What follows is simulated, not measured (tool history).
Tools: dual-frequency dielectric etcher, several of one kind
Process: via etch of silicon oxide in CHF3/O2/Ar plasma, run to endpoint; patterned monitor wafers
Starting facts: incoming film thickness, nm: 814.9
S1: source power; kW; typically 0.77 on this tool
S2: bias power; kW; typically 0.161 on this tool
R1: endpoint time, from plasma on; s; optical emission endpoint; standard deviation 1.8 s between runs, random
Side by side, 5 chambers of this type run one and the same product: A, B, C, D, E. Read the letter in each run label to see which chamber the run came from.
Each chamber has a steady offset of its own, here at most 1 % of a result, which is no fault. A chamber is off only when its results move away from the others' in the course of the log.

{"run": "1E", "hour": 5.7, "S1": 0.77, "S2": 0.161, "R1": 390.17}
{"run": "2A", "hour": 12.7, "S1": 0.77, "S2": 0.161, "R1": 387.13}
{"run": "3D", "hour": 23.9, "S1": 0.77, "S2": 0.161, "R1": 389.57}
{"run": "4C", "hour": 29.0, "S1": 0.77, "S2": 0.161, "R1": 387.74}
{"run": "5B", "hour": 35.2, "S1": 0.77, "S2": 0.161, "R1": 387.78}
{"run": "6C", "hour": 46.4, "S1": 0.92, "S2": 0.198, "R1": 338.56}
{"run": "7A", "hour": 52.5, "S1": 0.92, "S2": 0.198, "R1": 339.65}
{"hour": 57.0, "done": "chamber C: wet clean of the chamber"}
{"hour": 58.0, "done": "chamber B: wet clean of the chamber"}
{"run": "8D", "hour": 63.6, "S1": 0.92, "S2": 0.198, "R1": 338.38}
{"run": "9E", "hour": 72.2, "S1": 0.92, "S2": 0.198, "R1": 344.12}
{"run": "10B", "hour": 77.3, "S1": 0.92, "S2": 0.198, "R1": 336.33}
{"run": "11E", "hour": 83.6, "S1": 0.77, "S2": 0.161, "R1": 387.64}
{"run": "12D", "hour": 92.7, "S1": 0.77, "S2": 0.161, "R1": 389.27}
{"run": "13B", "hour": 100.8, "S1": 0.77, "S2": 0.161, "R1": 387.47}
{"run": "14C", "hour": 106.7, "S1": 0.77, "S2": 0.161, "R1": 385.47}
{"run": "15A", "hour": 114.0, "S1": 0.77, "S2": 0.161, "R1": 383.92}
{"run": "16C", "hour": 120.0, "S1": 0.77, "S2": 0.161, "R1": 387.68}
{"run": "17B", "hour": 128.8, "S1": 0.77, "S2": 0.161, "R1": 386.92}
{"run": "18D", "hour": 134.9, "S1": 0.85, "S2": 0.161, "R1": 376.23}
{"hour": 141.1, "done": "chamber D: wet clean of the chamber"}
{"run": "19A", "hour": 145.4, "S1": 0.85, "S2": 0.161, "R1": 372.88}
{"run": "20E", "hour": 152.8, "S1": 0.85, "S2": 0.161, "R1": 378.52}
{"run": "21B", "hour": 158.0, "S1": 0.85, "S2": 0.161, "R1": 373.16}
{"run": "22A", "hour": 169.1, "S1": 0.85, "S2": 0.161, "R1": 374.02}
{"hour": 173.4, "done": "chamber A: wet clean of the chamber"}
{"run": "23C", "hour": 179.7, "S1": 0.77, "S2": 0.161, "R1": 385.8}
{"run": "24E", "hour": 187.5, "S1": 0.77, "S2": 0.161, "R1": 392.18}
{"run": "25D", "hour": 197.9, "S1": 0.87, "S2": 0.161, "R1": 371.34}
{"run": "26C", "hour": 206.1, "S1": 0.87, "S2": 0.161, "R1": 368.65}
{"run": "27E", "hour": 214.8, "S1": 0.87, "S2": 0.161, "R1": 371.32}
{"run": "28A", "hour": 223.1, "S1": 0.87, "S2": 0.161, "R1": 369.11}
{"run": "29D", "hour": 229.5, "S1": 0.87, "S2": 0.161, "R1": 369.22}
{"run": "30B", "hour": 238.1, "S1": 0.77, "S2": 0.161, "R1": 387.09}
{"run": "31C", "hour": 245.3, "S1": 0.77, "S2": 0.161, "R1": 385.56}
{"run": "32A", "hour": 250.6, "S1": 0.77, "S2": 0.161, "R1": 387.17}

Which is it: a chamber that has drifted or been left off by a service, a gauge drift common to all chambers, or only each chamber's usual small offset? If a chamber is off, name it and its likeliest cause.

All chambers stay in line apart from their small fixed offsets, and the gauge does not drift.
